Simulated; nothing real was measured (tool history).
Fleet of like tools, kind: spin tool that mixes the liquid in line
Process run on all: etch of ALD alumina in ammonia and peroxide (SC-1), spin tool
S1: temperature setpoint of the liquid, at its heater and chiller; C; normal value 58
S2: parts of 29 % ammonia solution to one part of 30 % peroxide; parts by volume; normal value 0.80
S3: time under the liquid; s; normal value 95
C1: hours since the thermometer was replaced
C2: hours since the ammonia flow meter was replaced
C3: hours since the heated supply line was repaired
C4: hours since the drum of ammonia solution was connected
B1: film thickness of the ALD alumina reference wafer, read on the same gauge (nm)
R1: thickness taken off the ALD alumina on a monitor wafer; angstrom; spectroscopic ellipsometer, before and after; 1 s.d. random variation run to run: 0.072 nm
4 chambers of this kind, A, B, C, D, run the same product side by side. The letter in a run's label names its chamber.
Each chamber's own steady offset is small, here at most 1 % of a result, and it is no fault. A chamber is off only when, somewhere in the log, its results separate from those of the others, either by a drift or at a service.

run   hour  S1    S2   S3      C1      C2      C3     C4       B1       R1
 1A    2.2  58  0.80   95  2663.9   384.9  2160.4  234.9  100.020   77.155
 2D    4.9  58  0.80   95    16.1   904.5   166.9   85.1   99.999   77.404
 3B    8.9  58  0.80   95   490.9   990.3   918.4  759.7  100.010   78.513
 4C   12.7  58  0.80   95   216.7   604.5   501.0   77.1  100.000   78.618
 5A   16.3  63  0.80   95  2678.0   399.0  2174.5  249.0  100.010   99.076
 6D   18.8  63  0.80   95    30.0   918.4   180.8   99.0  100.010   99.893
 7B   21.5  63  0.80   95   503.5  1002.9   931.0  772.3   99.993  100.160
 8C   24.6  63  0.80   95   228.6   616.4   512.9   89.0  100.010  101.410
 9B   26.9  53  0.80   60   508.9  1008.3   936.4  777.7  100.010   37.552
10A   29.9  53  0.80   60  2691.6   412.6  2188.1  262.6  100.020   37.948
11D   33.0  53  0.80   60    44.2   932.6   195.0  113.2   99.978   37.786
12C   37.0  53  0.80   60   241.0   628.8   525.3  101.4  100.020   37.019
13C   41.5  58  0.80   95   245.5   633.3   529.8  105.9  100.000   78.212
14D   44.5  58  0.80   95    55.7   944.1   206.5  124.7  100.030   77.267
15B   47.1  58  0.80   95   529.1  1028.5   956.6  797.9  100.000   78.809
16A   50.7  58  0.80   95  2712.4   433.4  2208.9  283.4  100.020   77.478
17B   55.5  58  0.80   95   537.5  1036.9   965.0  806.3  100.010   77.119
18D   57.7  58  0.80   95    68.9   957.3   219.7  137.9   99.991   78.329
19A   61.8  58  0.80   95  2723.5   444.5  2220.0  294.5   99.997   76.281
      64.8  -- chamber B: new drum of ammonia solution connected
20C   65.0  58  0.80   95   269.0   656.8   553.3  129.4   99.991   77.070
21C   68.3  58  0.80   95   272.3   660.1   556.6  132.7   99.993   77.773
22A   72.7  58  0.80   95  2734.4   455.4  2230.9  305.4   99.990   77.448
23D   76.5  58  0.80   95    87.7   976.1   238.5  156.7   99.988   77.173
24B   81.1  58  0.80   95   563.1  1062.5   990.6   16.4  100.020   77.962
25C   85.4  58  0.80   95   289.4   677.2   573.7  149.8   99.997   77.503
26B   90.2  58  0.80   95   572.2  1071.6   999.7   25.5  100.010   77.875
27A   92.5  58  0.80   95  2754.2   475.2  2250.7  325.2  100.030   78.290
28D   95.2  58  1.15  135   106.4   994.8   257.2  175.4   99.997  114.850
29B  100.0  58  1.15  135   582.0  1081.4  1009.5   35.3  100.010  115.130
30D  103.7  58  1.15  135   114.9  1003.3   265.7  183.9  100.020  114.460
31A  108.5  58  1.15  135  2770.2   491.2  2266.7  341.2  100.010  114.000
32C  113.0  63  0.80  145   317.0   704.8   601.3  177.4   99.988  151.810
33C  115.1  63  0.80  145   319.1   706.9   603.4  179.5   99.997  152.860

Next, every chamber runs the same settings. What will each give?
34A  118.6  49  0.80  95                       ?
34B  118.6  49  0.80  95                       ?
34C  118.6  49  0.80  95                       ?
34D  118.6  49  0.80  95                       ?

run      R1
34A  47.081
34B  47.607
34C  48.668
34D  46.801
